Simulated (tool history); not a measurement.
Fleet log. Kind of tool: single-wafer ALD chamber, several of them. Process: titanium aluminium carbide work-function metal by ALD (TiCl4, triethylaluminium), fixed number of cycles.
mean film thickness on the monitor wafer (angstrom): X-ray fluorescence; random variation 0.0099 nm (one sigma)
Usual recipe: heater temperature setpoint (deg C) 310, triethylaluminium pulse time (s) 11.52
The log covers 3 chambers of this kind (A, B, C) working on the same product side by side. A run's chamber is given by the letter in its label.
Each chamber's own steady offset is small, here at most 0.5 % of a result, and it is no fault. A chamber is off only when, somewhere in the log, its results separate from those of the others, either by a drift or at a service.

run,day,heater temperature setpoint (deg C),triethylaluminium pulse time (s),hours since the last thermocouple change,hours since the last triethylaluminium bottle change,"read-back reference wafer on the same gauge, thickness_nm",mean film thickness on the monitor wafer (angstrom)
# day 0.104: chamber C: thermocouple changed; heater temperature recalibrated
1C,0.146,310,11.52,1.1,610.2,1.8392,21.246
2B,0.375,310,11.52,125.7,288.7,1.8394,21.048
3A,0.538,310,11.52,1307.5,163.2,1.8399,21.193
4C,0.704,310,11.52,14.5,623.6,1.8400,21.166
5A,0.858,310,11.52,1315.2,170.9,1.8416,21.215
6B,1.121,319,8.87,143.6,306.6,1.8413,21.246
7A,1.296,319,8.87,1325.7,181.4,1.8385,21.285
8C,1.475,319,8.87,33.0,642.1,1.8401,21.413
9B,1.608,310,11.52,155.3,318.3,1.8399,20.909
10A,1.771,310,11.52,1337.1,192.8,1.8378,21.140
11C,1.962,310,8.80,44.7,653.8,1.8403,20.593
12B,2.188,310,8.80,169.2,332.2,1.8398,20.321
13A,2.358,310,8.80,1351.2,206.9,1.8403,20.480
14C,2.550,310,11.52,58.8,667.9,1.8391,21.044
15B,2.700,310,11.52,181.5,344.5,1.8373,21.165
16C,2.942,310,7.89,68.2,677.3,1.8403,20.239
17A,3.225,310,7.89,1372.0,227.7,1.8372,20.236
18B,3.412,310,7.89,198.6,361.6,1.8405,20.063
19A,3.667,310,11.52,1382.6,238.3,1.8409,21.310
20B,3.933,310,11.52,211.1,374.1,1.8394,21.303
21C,4.242,310,11.52,99.4,708.5,1.8403,21.236

Does one chamber stand apart from the rest, does the shared gauge drift, or is all well apart from small per-chamber offsets? Give the chamber and the most likely cause, where there is one.

Nothing is wrong: each chamber keeps only its own small, steady offset and the gauge holds still.
